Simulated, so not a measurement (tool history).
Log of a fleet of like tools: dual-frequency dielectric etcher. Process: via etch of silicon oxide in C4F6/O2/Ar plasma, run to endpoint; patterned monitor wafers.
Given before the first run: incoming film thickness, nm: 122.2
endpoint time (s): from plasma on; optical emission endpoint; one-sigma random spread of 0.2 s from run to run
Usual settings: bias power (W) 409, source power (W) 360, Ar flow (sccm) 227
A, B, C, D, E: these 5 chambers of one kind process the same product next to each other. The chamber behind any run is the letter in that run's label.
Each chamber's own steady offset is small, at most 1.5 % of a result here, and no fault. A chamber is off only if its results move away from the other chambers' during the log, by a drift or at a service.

run,hour,bias power (W),source power (W),Ar flow (sccm),hours since the last wet clean,hours since the last bias power generator calibration,hours since the last source power generator calibration,hours since the last Ar flow controller change,endpoint time (s)
1D,8.3,409,360,227,235.8,697.2,2429,2391.3,29.639
2E,14.7,409,360,227,341.7,2465,1457.3,1306,28.919
3A,19.3,409,360,227,146.6,1962.7,956.5,545.3,28.841
4C,24.9,409,360,227,305,1246.1,33.9,671.2,29.082
5B,32.1,409,360,227,39,3492.5,117,396.6,29.002
6A,40.9,409,360,227,168.2,1984.3,978.1,566.9,29.17
7D,47.7,409,360,227,275.2,736.6,2468.4,2430.7,29.638
8B,54.5,409,360,227,61.4,3514.9,139.4,419,29.215
9C,60.9,409,360,269,341,1282.1,69.9,707.2,29.92
# hour 61.7: chamber C: wet clean of the chamber
10E,70.2,409,360,269,397.2,2520.5,1512.8,1361.5,29.604
11D,78.2,409,360,269,305.7,767.1,2498.9,2461.2,30.496
# hour 79.4: chamber E: wet clean of the chamber
12E,82.7,409,360,269,3.4,2533,1525.3,1374,28.018
13B,90.1,409,360,269,97,3550.5,175,454.6,29.578
14C,98.1,409,360,227,36.4,1319.3,107.1,744.4,29.252
15A,103.6,409,360,227,230.9,2047,1040.8,629.6,29.038
16C,108,409,360,227,46.3,1329.2,117,754.3,29.309
17E,113.6,409,360,227,34.3,2563.9,1556.2,1404.9,27.491
18A,123.3,409,360,227,250.6,2066.7,1060.5,649.3,29.04
19B,129.1,409,360,227,136,3589.5,214,493.6,29.33
20D,134.8,409,360,227,362.3,823.7,2555.5,2517.8,29.98
21C,139.1,409,360,227,77.4,1360.3,148.1,785.4,29.199
22D,144.3,409,360,227,371.8,833.2,2565,2527.3,29.669
23B,150.1,409,360,227,157,3610.5,235,514.6,28.907
24A,155.7,409,360,227,283,2099.1,1092.9,681.7,28.759
25E,165.6,409,360,227,86.3,2615.9,1608.2,1456.9,27.653
26C,173,374,360,202,111.3,1394.2,182,819.3,30.215
27E,179.6,374,360,202,100.3,2629.9,1622.2,1470.9,28.11
28D,185.8,374,360,202,413.3,874.7,2606.5,2568.8,30.018
29A,195.7,374,360,202,323,2139.1,1132.9,721.7,29.959
30B,204,374,360,202,210.9,3664.4,288.9,568.5,29.811
31B,210.1,409,360,227,217,3670.5,295,574.6,29.143
32A,219.4,409,360,227,346.7,2162.8,1156.6,745.4,29.232

What goes on in this fleet: one chamber off, a drifting gauge, or nothing beyond the chambers' own small offsets? Name the chamber and the cause, if any.

The work done on chamber E during a service left it standing apart from the others.
Cause: etch rate over this chamber's usual, % = 5.18.

Here are 4 candidates for chamber E's next run, each the usual settings with a change, their results left as question marks. Which one brings its results back in line with what the others give on the usual settings?
Allowed miss from the other chambers' usual-settings mean, per result, to count as in line: endpoint time (s) 0.69
33E-1,226.5,388,360,231,,,,,?
33E-2,226.5,473,360,216,,,,,?
33E-3,226.5,409,300,227,,,,,?
33E-4,226.5,420,370,225,,,,,?

The mean the other chambers reach with the usual settings: endpoint time (s) 29.336
run,endpoint time (s)
33E-1,28.06
33E-2,25.878
33E-3,29.361
33E-4,26.903
33E-3 brings the chamber back in line.

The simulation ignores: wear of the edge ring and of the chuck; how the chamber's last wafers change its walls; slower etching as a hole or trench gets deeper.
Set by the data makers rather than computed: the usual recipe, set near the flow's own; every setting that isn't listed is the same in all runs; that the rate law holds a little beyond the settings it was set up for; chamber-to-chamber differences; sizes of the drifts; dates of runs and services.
